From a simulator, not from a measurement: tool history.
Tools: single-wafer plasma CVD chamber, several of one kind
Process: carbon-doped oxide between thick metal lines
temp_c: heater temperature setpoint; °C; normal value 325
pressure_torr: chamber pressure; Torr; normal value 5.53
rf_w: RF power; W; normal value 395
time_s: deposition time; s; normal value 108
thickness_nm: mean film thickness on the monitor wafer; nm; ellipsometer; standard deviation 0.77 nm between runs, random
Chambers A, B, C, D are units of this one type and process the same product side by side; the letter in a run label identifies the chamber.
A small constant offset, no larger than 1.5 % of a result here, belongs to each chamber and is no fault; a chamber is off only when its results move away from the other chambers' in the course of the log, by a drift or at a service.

run   hour  temp_c  pressure_torr  rf_w  time_s  hours since the last thermocouple change  hours since the last RF generator calibration  hours since the last manometer calibration  read-back reference wafer on the same gauge, thickness_nm  thickness_nm
 1A    6.4     325           5.53   395     108                                     253.4                                         1755.4                                       537.5                                                     514.08        509.11
 2C   13.5     325           5.53   395     108                                    2683.9                                          963.3                                      1188.9                                                     513.79        507.02
 3B   20.3     325           5.53   395     108                                     260.5                                          655.2                                       134.3                                                      513.9        507.25
 4D   24.2     325           5.53   395     108                                     600.9                                            223                                       799.8                                                     513.49        512.17
 5C   30.9     325           5.53   395     108                                    2701.3                                          980.7                                      1206.3                                                     513.61        506.87
 6B   38.6     325           5.53   395     108                                     278.8                                          673.5                                       152.6                                                     513.51        507.63
 7A   42.2     325           5.53   395     108                                     289.2                                         1791.2                                       573.3                                                     513.51        507.35
 8D     50     325           5.53   395     108                                     626.7                                          248.8                                       825.6                                                     513.24        510.93
 9B   55.1     325           5.53   395     108                                     295.3                                            690                                       169.1                                                     513.08        507.65
10C   62.6     325           5.53   395     108                                      2733                                         1012.4                                        1238                                                     513.03        506.13
      67.9  -- chamber C: thermocouple changed; heater temperature recalibrated
11D     69     325           5.53   395     108                                     645.7                                          267.8                                       844.6                                                     512.88        511.12
12A   74.8     325           5.53   395     108                                     321.8                                         1823.8                                       605.9                                                     512.93        507.13
13C     83     313           5.53   395     128                                      15.2                                         1032.8                                      1258.4                                                     512.84        623.38
14B   91.1     313           5.53   395     128                                     331.3                                            726                                       205.1                                                     512.53        624.18
15D   96.7     313           5.53   395     128                                     673.4                                          295.5                                       872.3                                                     512.61           634
16A    103     313           5.53   395     128                                       350                                           1852                                       634.1                                                     512.43        625.79
17A  108.5     325           5.53   395     108                                     355.5                                         1857.5                                       639.6                                                     512.58        507.53
18C  112.6     325           5.53   395     108                                      44.8                                         1062.4                                        1288                                                     512.09        505.98
19B    119     325           5.53   395     108                                     359.2                                          753.9                                         233                                                      512.3        504.58
20D    124     325           5.53   395     108                                     700.7                                          322.8                                       899.6                                                     512.11        510.44
21A  130.9     325           5.53   395     108                                     377.9                                         1879.9                                         662                                                     512.02        505.67
22B    137     325           5.53   395     108                                     377.2                                          771.9                                         251                                                     511.78        504.82
23D  141.3     325           5.53   420     108                                       718                                          340.1                                       916.9                                                     511.93        532.27
24C    145     325           5.53   420     108                                      77.2                                         1094.8                                      1320.4                                                     512.15        527.48
25A  149.2     325           5.53   420     108                                     396.2                                         1898.2                                       680.3                                                     511.66        529.91
26B  154.7     325           5.53   420     108                                     394.9                                          789.6                                       268.7                                                     511.74        529.37
27C  161.7     325           5.53   395     108                                      93.9                                         1111.5                                      1337.1                                                     511.69         503.7
28D    170     325           5.53   395     108                                     746.7                                          368.8                                       945.6                                                     511.69        509.62
29A  176.8     325           5.53   395     108                                     423.8                                         1925.8                                       707.9                                                     511.34        505.84
30B  182.6     325           5.53   395     108                                     422.8                                          817.5                                       296.6                                                     511.37         504.7
31C  190.3     325           5.53   395     108                                     122.5                                         1140.1                                      1365.7                                                     511.17        502.97
32D  194.2     336           5.53   395      96                                     770.9                                            393                                       969.8                                                     511.32        436.29
33C  201.6     336           5.53   395      96                                     133.8                                         1151.4                                        1377                                                     511.02        432.91
34D  205.2     336           5.53   395      96                                     781.9                                            404                                       980.8                                                     510.84        436.72
35A  210.2     336           5.53   395      96                                     457.2                                         1959.2                                       741.3                                                     510.91         435.4

Is one chamber off against the others, does the gauge drift, or is nothing wrong? If a chamber is off, say which, and what the likeliest cause is.

It is the gauge, not a chamber: its drift shows up in every chamber's results at once, and no chamber is off.
What lies behind it: gauge reads low (%) = 0.623.
